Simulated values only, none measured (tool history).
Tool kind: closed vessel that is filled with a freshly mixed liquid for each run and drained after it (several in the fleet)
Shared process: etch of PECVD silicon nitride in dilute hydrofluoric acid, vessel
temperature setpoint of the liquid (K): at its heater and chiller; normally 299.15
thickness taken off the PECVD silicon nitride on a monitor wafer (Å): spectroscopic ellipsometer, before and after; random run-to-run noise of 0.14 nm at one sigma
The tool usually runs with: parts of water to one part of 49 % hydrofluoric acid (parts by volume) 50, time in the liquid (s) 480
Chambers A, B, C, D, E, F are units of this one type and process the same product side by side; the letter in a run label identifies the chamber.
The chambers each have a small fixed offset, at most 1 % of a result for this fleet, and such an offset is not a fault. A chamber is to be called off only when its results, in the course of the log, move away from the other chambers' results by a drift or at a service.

run,hour,temperature setpoint of the liquid (K),parts of water to one part of 49 % hydrofluoric acid (parts by volume),time in the liquid (s),"read-back film thickness of the PECVD silicon nitride reference wafer, read on the same gauge (nm)",thickness taken off the PECVD silicon nitride on a monitor wafer (Å)
1A,11.5,299.15,50,480,140.01,189.09
2B,22.6,299.15,50,480,140.01,188.71
3E,32.4,299.15,50,480,140,188.84
4D,48.1,299.15,50,480,139.98,188.63
# hour 54.7: chamber E: hydrofluoric acid flow meter replaced
5F,64.4,299.15,50,480,139.99,187.74
6C,76.4,299.15,50,480,140.02,185.92
7C,84,299.15,50,480,139.99,183.83
8D,97,299.15,50,480,140,185.4
9A,104.9,299.15,50,480,139.98,190.02
# hour 105.1: chamber E: thermometer replaced
10F,117.7,299.15,50,480,140.02,186.99
11B,133.6,299.15,50,480,139.98,185.2
12E,143.7,299.15,50,480,140.01,183.89
13D,156.6,299.15,50,480,140.01,187.88
14B,165.4,299.15,50,480,140,188.01
15E,175,297.15,50,275,139.99,92.937
16F,183.9,297.15,50,275,140.01,93.825
17C,192.8,297.15,50,275,139.99,93.12
18A,205.1,297.15,50,275,139.98,93.961
19E,215.3,297.15,50,275,140,94.609
# hour 217.3: chamber D: thermometer replaced
20A,231.2,297.15,50,275,140.02,94.8
21D,243.3,299.15,50,480,140.03,188.36
22C,253.2,301.15,50,480,140,213.9
23B,263.8,301.15,50,480,140,212.33
24F,271,301.15,50,480,140.01,213.32
25E,286.3,301.15,50,480,140.01,212.15
26A,299.4,301.15,50,480,140.01,216.98
27B,309.5,301.15,50,480,139.99,214.53
28F,317.1,299.15,50,480,140,186.84
# hour 320.5: chamber C: hydrofluoric acid flow meter replaced
29C,329.6,299.15,50,480,140.02,185.13
30D,340.4,299.15,50,480,140,188.5
31B,352.4,299.15,50,480,140.01,183.82
32D,367.7,299.15,50,480,140.01,187.09
33A,380.5,299.15,50,480,139.98,189.04
34F,396.1,299.15,50,480,140,187.35
35E,406.4,299.15,50,480,140,185.48
36C,415.7,299.15,50,480,140,184.91

All chambers now run identical settings, listed one chamber a line with results as question marks. What results will each chamber show?
37A,427.5,299.15,50,480,,?
37B,427.5,299.15,50,480,,?
37C,427.5,299.15,50,480,,?
37D,427.5,299.15,50,480,,?
37E,427.5,299.15,50,480,,?
37F,427.5,299.15,50,480,,?

run,thickness taken off the PECVD silicon nitride on a monitor wafer (Å)
37A,188.05
37B,187.85
37C,187.41
37D,188.14
37E,187.12
37F,186.72

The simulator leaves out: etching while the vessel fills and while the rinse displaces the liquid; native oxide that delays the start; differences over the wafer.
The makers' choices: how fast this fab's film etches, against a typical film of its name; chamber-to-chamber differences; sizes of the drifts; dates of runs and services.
